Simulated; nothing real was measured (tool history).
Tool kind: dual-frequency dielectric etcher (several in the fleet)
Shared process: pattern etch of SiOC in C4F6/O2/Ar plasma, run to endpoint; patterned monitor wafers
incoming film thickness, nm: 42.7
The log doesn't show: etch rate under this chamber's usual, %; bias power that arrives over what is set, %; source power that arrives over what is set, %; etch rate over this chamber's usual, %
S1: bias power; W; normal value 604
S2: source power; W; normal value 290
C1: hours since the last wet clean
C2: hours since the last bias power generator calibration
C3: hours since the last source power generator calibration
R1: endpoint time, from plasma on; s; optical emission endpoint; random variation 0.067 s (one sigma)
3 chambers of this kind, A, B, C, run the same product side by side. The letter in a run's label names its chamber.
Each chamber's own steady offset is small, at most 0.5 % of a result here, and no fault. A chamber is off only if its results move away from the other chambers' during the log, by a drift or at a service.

run   hour   S1   S2     C1      C2      C3      R1
 1C    6.1  604  290  250.7  1912.8  4271.4  15.044
 2A   18.4  604  290  279.8   757.7  1157.9  14.954
 3B   30.1  604  290   93.2    30.7  1873.6  14.985
      39.0  -- chamber B: source power generator calibrated
 4B   42.4  604  290  105.5    43.0     3.5  14.953
 5A   51.5  604  290  312.9   790.8  1191.0  14.960
 6C   57.1  604  290  301.7  1963.8  4322.4  15.083
 7C   68.3  604  290  312.9  1975.0  4333.6  15.054
 8A   78.6  604  290  340.0   817.9  1218.1  14.979
 9B   84.0  604  290  147.1    84.6    45.1  15.014
10B   90.7  604  290  153.8    91.3    51.8  14.982
11C   99.4  604  290  344.0  2006.1  4364.7  15.029
     102.4  -- chamber C: source power generator calibrated
12A  111.2  604  290  372.6   850.5  1250.7  14.996
13B  119.8  542  260  182.9   120.4    80.9  16.128
14C  127.2  542  260  371.8  2033.9    24.8  16.404
15A  133.0  542  260  394.4   872.3  1272.5  16.218
16C  143.6  604  290  388.2  2050.3    41.2  14.975
17A  155.4  604  290  416.8   894.7  1294.9  15.103
18B  163.7  604  290  226.8   164.3   124.8  14.995
19B  172.2  604  290  235.3   172.8   133.3  15.076
20A  182.0  604  290  443.4   921.3  1321.5  15.216
     187.6  -- chamber C: wet clean of the chamber
21C  189.2  604  290    1.6  2095.9    86.8  15.062
22A  199.4  480  290  460.8   938.7  1338.9  16.771
23B  211.4  480  290  274.5   212.0   172.5  16.450
24C  219.4  480  290   31.8  2126.1   117.0  16.454
25B  230.1  604  290  293.2   230.7   191.2  14.893
26A  236.9  604  290  498.3   976.2  1376.4  15.177
27C  242.6  604  290   55.0  2149.3   140.2  15.022
28A  253.4  604  290  514.8   992.7  1392.9  15.238
29B  265.7  604  290  328.8   266.3   226.8  15.026
30C  272.2  604  290   84.6  2178.9   169.8  15.060
     276.6  -- chamber C: bias power generator calibrated
31B  281.3  604  290  344.4   281.9   242.4  14.971
32A  289.6  604  290  551.0  1028.9  1429.1  15.305
33C  297.6  604  290  110.0    21.0   195.2  15.098
34A  308.8  604  320  570.2  1048.1  1448.3  14.850
35C  315.2  604  320  127.6    38.6   212.8  14.520
36B  322.0  604  320  385.1   322.6   283.1  14.592
37A  333.5  604  290  594.9  1072.8  1473.0  15.315
38B  341.1  496  290  404.2   341.7   302.2  15.968
39C  352.2  496  290  164.6    75.6   249.8  16.300
40C  361.5  496  290  173.9    84.9   259.1  16.329
41B  373.5  604  230  436.6   374.1   334.6  16.338
42A  385.4  604  230  646.8  1124.7  1524.9  16.854
43C  397.5  604  230  209.9   120.9   295.1  16.414
     402.0  -- chamber B: wet clean of the chamber
44B  408.0  604  290    6.0   408.6   369.1  14.942

The same settings go to every chamber for the next run, one line per chamber below. Forecast the results for each:
45A  417.0  604  350               ?
45B  417.0  604  350               ?
45C  417.0  604  350               ?

run      R1
45A  14.481
45B  13.935
45C  14.064
